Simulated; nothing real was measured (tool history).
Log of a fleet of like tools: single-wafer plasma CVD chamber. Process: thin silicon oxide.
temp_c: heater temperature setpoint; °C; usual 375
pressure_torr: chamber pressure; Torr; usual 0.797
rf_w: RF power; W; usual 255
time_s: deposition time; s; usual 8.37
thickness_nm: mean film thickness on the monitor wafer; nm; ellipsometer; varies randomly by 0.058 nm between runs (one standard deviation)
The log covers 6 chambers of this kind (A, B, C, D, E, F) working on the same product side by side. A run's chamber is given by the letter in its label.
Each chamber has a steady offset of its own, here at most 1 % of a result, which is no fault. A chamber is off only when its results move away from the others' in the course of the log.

run   hour  temp_c  pressure_torr  rf_w  time_s  hours since the last thermocouple change  hours since the last RF generator calibration  hours since the last manometer calibration  read-back reference wafer on the same gauge, thickness_nm  thickness_nm
 1F   10.5     375          0.797   255    8.37                                      1524                                          469.6                                         705                                                     14.297        14.515
      13.6  -- chamber C: RF generator calibrated
 2D   21.9     375          0.797   255    8.37                                      1408                                          270.5                                       510.9                                                     14.294        14.402
 3E   28.2     375          0.797   255    8.37                                     339.8                                          358.8                                      1985.1                                                     14.298        14.524
 4B   33.8     375          0.797   255    8.37                                     474.1                                         1519.3                                      2299.2                                                     14.297        14.266
 5C     43     375          0.797   255    8.37                                     888.3                                           29.5                                      1645.6                                                     14.301        14.564
 6A     53     375          0.797   255    8.37                                    1004.3                                          572.8                                       513.1                                                       14.3        14.562
 7A   64.4     375          0.797   255    8.37                                    1015.7                                          584.2                                       524.5                                                     14.294        14.584
 8D   71.7     375          0.797   255    8.37                                    1457.8                                          320.3                                       560.7                                                     14.301         14.36
      72.4  -- chamber C: capacitance manometer re-zeroed and calibrated
 9F   78.2     375          0.797   255    8.37                                    1591.7                                          537.3                                       772.7                                                     14.301        14.606
10E   84.2     375          0.797   255    8.37                                     395.8                                          414.8                                      2041.1                                                     14.298        14.516
11C   95.7     375          0.797   255    8.37                                       941                                           82.2                                        23.4                                                     14.317        14.608
12B  103.8     375          0.797   255    8.37                                     544.1                                         1589.3                                      2369.2                                                     14.297        14.363
13F  112.9     375          0.797   255    8.37                                    1626.4                                            572                                       807.4                                                     14.288        14.576
14B  123.6     375          0.797   255    8.37                                     563.9                                         1609.1                                        2389                                                     14.295        14.278
15A  129.2     375          0.797   255    8.37                                    1080.5                                            649                                       589.3                                                     14.298        14.515
16E  138.3     375          0.609   255    8.37                                     449.9                                          468.9                                      2095.2                                                      14.28        10.981
     145.4  -- chamber D: thermocouple changed; heater temperature recalibrated
17D  147.7     375          0.609   255    8.37                                       2.3                                          396.3                                       636.7                                                     14.294        10.965
18C  156.7     375          0.609   255    8.37                                      1002                                          143.2                                        84.4                                                      14.31        10.956
19B  168.1     375          0.609   255    8.37                                     608.4                                         1653.6                                      2433.5                                                     14.292        10.823
     175.4  -- chamber F: capacitance manometer re-zeroed and calibrated
20E  178.6     375          0.609   255    8.37                                     490.2                                          509.2                                      2135.5                                                     14.305         10.98
     181.6  -- chamber A: thermocouple changed; heater temperature recalibrated
21C  185.8     375          0.609   255    8.37                                    1031.1                                          172.3                                       113.5                                                     14.307        10.937
22A  196.9     375          0.797   255    8.37                                      15.3                                          716.7                                         657                                                     14.289        14.533
23D  206.8     375          0.797   255    8.37                                      61.4                                          455.4                                       695.8                                                     14.308        14.477
24F  215.6     375          0.797   255    8.37                                    1729.1                                          674.7                                        40.2                                                     14.291        15.143
25A  222.2     369          0.797   255    9.56                                      40.6                                            742                                       682.3                                                     14.295        16.723
26F  232.9     369          0.797   255    9.56                                    1746.4                                            692                                        57.5                                                       14.3        17.437
27D  244.1     369          0.797   255    9.56                                      98.7                                          492.7                                       733.1                                                     14.302        16.492
28B  251.1     369          0.797   255    9.56                                     691.4                                         1736.6                                      2516.5                                                     14.298        16.464
29E  258.3     369          0.797   255    9.56                                     569.9                                          588.9                                      2215.2                                                     14.287        16.533
     258.6  -- chamber B: capacitance manometer re-zeroed and calibrated
30C  268.8     369          0.797   255    9.56                                    1114.1                                          255.3                                       196.5                                                     14.292        16.601
31C  275.2     375          0.907   295    8.37                                    1120.5                                          261.7                                       202.9                                                     14.296        17.375
32E  282.5     375          0.907   295    8.37                                     594.1                                          613.1                                      2239.4                                                     14.308        17.223
33D  290.8     375          0.907   295    8.37                                     145.4                                          539.4                                       779.8                                                     14.294        17.132
34A  295.8     375          0.907   295    8.37                                     114.2                                          815.6                                       755.9                                                     14.299        17.186
35B  302.9     375          0.907   295    8.37                                     743.2                                         1788.4                                        44.4                                                     14.292        17.229
36F  310.6     375          0.907   295    8.37                                    1824.1                                          769.7                                       135.2                                                     14.308        18.112
37C  319.8     375          0.797   255    8.37                                    1165.1                                          306.3                                       247.5                                                     14.303        14.488
38B  330.4     375          0.797   255    8.37                                     770.7                                         1815.9                                        71.9                                                     14.307        14.312
39D  340.6     375          0.797   255    8.37                                     195.2                                          589.2                                       829.6                                                     14.294        14.415
40A  348.4     375          0.797   255    8.37                                     166.8                                          868.2                                       808.5                                                     14.294        14.521
41F  356.9     364          0.797   255    9.33                                    1870.4                                            816                                       181.5                                                     14.311        16.971

Next, every chamber runs the same settings. What will each give?
42A  365.1     375          0.797   290    8.37                                                                                                                                                                                                             ?
42B  365.1     375          0.797   290    8.37                                                                                                                                                                                                             ?
42C  365.1     375          0.797   290    8.37                                                                                                                                                                                                             ?
42D  365.1     375          0.797   290    8.37                                                                                                                                                                                                             ?
42E  365.1     375          0.797   290    8.37                                                                                                                                                                                                             ?
42F  365.1     375          0.797   290    8.37                                                                                                                                                                                                             ?

run  thickness_nm
42A        15.283
42B        15.178
42C        15.304
42D        15.299
42E        15.264
42F        16.022

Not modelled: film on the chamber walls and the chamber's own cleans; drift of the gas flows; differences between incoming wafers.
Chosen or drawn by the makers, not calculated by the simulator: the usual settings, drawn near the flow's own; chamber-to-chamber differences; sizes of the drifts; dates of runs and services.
